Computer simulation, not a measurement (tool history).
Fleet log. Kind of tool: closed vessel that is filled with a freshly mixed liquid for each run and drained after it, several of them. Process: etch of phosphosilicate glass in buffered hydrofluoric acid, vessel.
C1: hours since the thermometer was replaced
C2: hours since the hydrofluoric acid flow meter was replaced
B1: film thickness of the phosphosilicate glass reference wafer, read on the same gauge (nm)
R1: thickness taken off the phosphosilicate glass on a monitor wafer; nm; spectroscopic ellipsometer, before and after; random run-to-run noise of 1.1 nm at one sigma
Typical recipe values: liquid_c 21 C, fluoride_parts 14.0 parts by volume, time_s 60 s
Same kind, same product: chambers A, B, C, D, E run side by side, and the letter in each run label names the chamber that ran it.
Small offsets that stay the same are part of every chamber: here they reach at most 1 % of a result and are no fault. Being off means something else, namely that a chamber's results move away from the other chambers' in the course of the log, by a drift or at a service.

run 1B hour=9.7 | liquid_c=21 fluoride_parts=14.0 time_s=60 | C1=2279.1 C2=1187.4 | B1=69.992 | R1=187.50
run 2D hour=20.8 | liquid_c=21 fluoride_parts=14.0 time_s=60 | C1=204.4 C2=526.6 | B1=70.019 | R1=186.78
run 3C hour=28.6 | liquid_c=21 fluoride_parts=14.0 time_s=60 | C1=1454.8 C2=471.2 | B1=70.007 | R1=186.87
run 4A hour=41.5 | liquid_c=21 fluoride_parts=14.0 time_s=60 | C1=408.4 C2=1101.1 | B1=70.012 | R1=187.82
run 5E hour=53.3 | liquid_c=21 fluoride_parts=9.0 time_s=60 | C1=1116.2 C2=571.2 | B1=70.002 | R1=274.93
run 6C hour=65.6 | liquid_c=21 fluoride_parts=9.0 time_s=60 | C1=1491.8 C2=508.2 | B1=69.998 | R1=282.22
-- hour=75.6 chamber C: thermometer replaced
run 7D hour=75.8 | liquid_c=21 fluoride_parts=9.0 time_s=60 | C1=259.4 C2=581.6 | B1=69.988 | R1=280.44
run 8B hour=83.8 | liquid_c=21 fluoride_parts=9.0 time_s=60 | C1=2353.2 C2=1261.5 | B1=69.999 | R1=276.62
run 9E hour=90.6 | liquid_c=21 fluoride_parts=9.0 time_s=60 | C1=1153.5 C2=608.5 | B1=70.004 | R1=276.04
run 10A hour=97.9 | liquid_c=21 fluoride_parts=14.0 time_s=60 | C1=464.8 C2=1157.5 | B1=69.964 | R1=189.73
run 11B hour=109.4 | liquid_c=21 fluoride_parts=19.0 time_s=70 | C1=2378.8 C2=1287.1 | B1=70.009 | R1=160.82
run 12D hour=115.7 | liquid_c=21 fluoride_parts=19.0 time_s=70 | C1=299.3 C2=621.5 | B1=70.046 | R1=163.48
run 13E hour=125.4 | liquid_c=21 fluoride_parts=19.0 time_s=70 | C1=1188.3 C2=643.3 | B1=70.009 | R1=157.62
run 14C hour=137.2 | liquid_c=21 fluoride_parts=19.0 time_s=70 | C1=61.6 C2=579.8 | B1=69.966 | R1=159.54
run 15A hour=148.6 | liquid_c=21 fluoride_parts=19.0 time_s=70 | C1=515.5 C2=1208.2 | B1=69.961 | R1=161.71
run 16B hour=155.8 | liquid_c=21 fluoride_parts=14.0 time_s=60 | C1=2425.2 C2=1333.5 | B1=69.992 | R1=187.73
run 17D hour=170.3 | liquid_c=21 fluoride_parts=14.0 time_s=60 | C1=353.9 C2=676.1 | B1=69.991 | R1=188.41
-- hour=179.7 chamber B: thermometer replaced
run 18A hour=181.7 | liquid_c=21 fluoride_parts=14.0 time_s=60 | C1=548.6 C2=1241.3 | B1=69.979 | R1=187.28
run 19C hour=196.0 | liquid_c=21 fluoride_parts=14.0 time_s=60 | C1=120.4 C2=638.6 | B1=70.008 | R1=189.31
run 20E hour=202.9 | liquid_c=21 fluoride_parts=14.0 time_s=60 | C1=1265.8 C2=720.8 | B1=69.996 | R1=183.18
run 21E hour=212.6 | liquid_c=21 fluoride_parts=14.0 time_s=60 | C1=1275.5 C2=730.5 | B1=70.012 | R1=185.45
run 22A hour=221.8 | liquid_c=21 fluoride_parts=14.0 time_s=60 | C1=588.7 C2=1281.4 | B1=69.967 | R1=187.50
run 23C hour=234.0 | liquid_c=21 fluoride_parts=14.0 time_s=60 | C1=158.4 C2=676.6 | B1=70.033 | R1=186.66
run 24B hour=242.8 | liquid_c=21 fluoride_parts=14.0 time_s=60 | C1=63.2 C2=1420.5 | B1=70.030 | R1=186.24
run 25D hour=252.6 | liquid_c=21 fluoride_parts=14.0 time_s=60 | C1=436.2 C2=758.4 | B1=69.963 | R1=188.56
run 26D hour=263.5 | liquid_c=21 fluoride_parts=12.5 time_s=40 | C1=447.1 C2=769.3 | B1=69.965 | R1=141.09
run 27A hour=277.9 | liquid_c=21 fluoride_parts=12.5 time_s=40 | C1=644.8 C2=1337.5 | B1=70.022 | R1=138.89
run 28C hour=285.5 | liquid_c=21 fluoride_parts=12.5 time_s=40 | C1=209.9 C2=728.1 | B1=70.009 | R1=140.09
run 29E hour=297.0 | liquid_c=21 fluoride_parts=12.5 time_s=40 | C1=1359.9 C2=814.9 | B1=70.047 | R1=137.53
run 30B hour=309.9 | liquid_c=21 fluoride_parts=12.5 time_s=40 | C1=130.3 C2=1487.6 | B1=70.021 | R1=139.16
run 31C hour=320.8 | liquid_c=21 fluoride_parts=14.0 time_s=60 | C1=245.2 C2=763.4 | B1=69.994 | R1=187.01
run 32E hour=331.9 | liquid_c=21 fluoride_parts=14.0 time_s=60 | C1=1394.8 C2=849.8 | B1=70.032 | R1=184.38
run 33A hour=340.8 | liquid_c=21 fluoride_parts=14.0 time_s=60 | C1=707.7 C2=1400.4 | B1=69.947 | R1=189.34
run 34D hour=349.1 | liquid_c=21 fluoride_parts=14.0 time_s=60 | C1=532.7 C2=854.9 | B1=70.022 | R1=190.43
run 35B hour=363.0 | liquid_c=21 fluoride_parts=14.0 time_s=60 | C1=183.4 C2=1540.7 | B1=69.971 | R1=185.58
run 36A hour=374.5 | liquid_c=21 fluoride_parts=14.0 time_s=60 | C1=741.4 C2=1434.1 | B1=70.013 | R1=188.32
run 37B hour=382.8 | liquid_c=21 fluoride_parts=14.0 time_s=60 | C1=203.2 C2=1560.5 | B1=70.027 | R1=186.54
run 38C hour=391.9 | liquid_c=21 fluoride_parts=14.0 time_s=60 | C1=316.3 C2=834.5 | B1=69.987 | R1=185.12

Has any chamber moved away from the others, gradually or after a service, or does the common gauge drift, or do the chambers differ only by their own small steady offsets? State the chamber and the most likely cause if one applies.

Neither any chamber nor the gauge drifts; the chambers differ only by their own small, steady offsets.
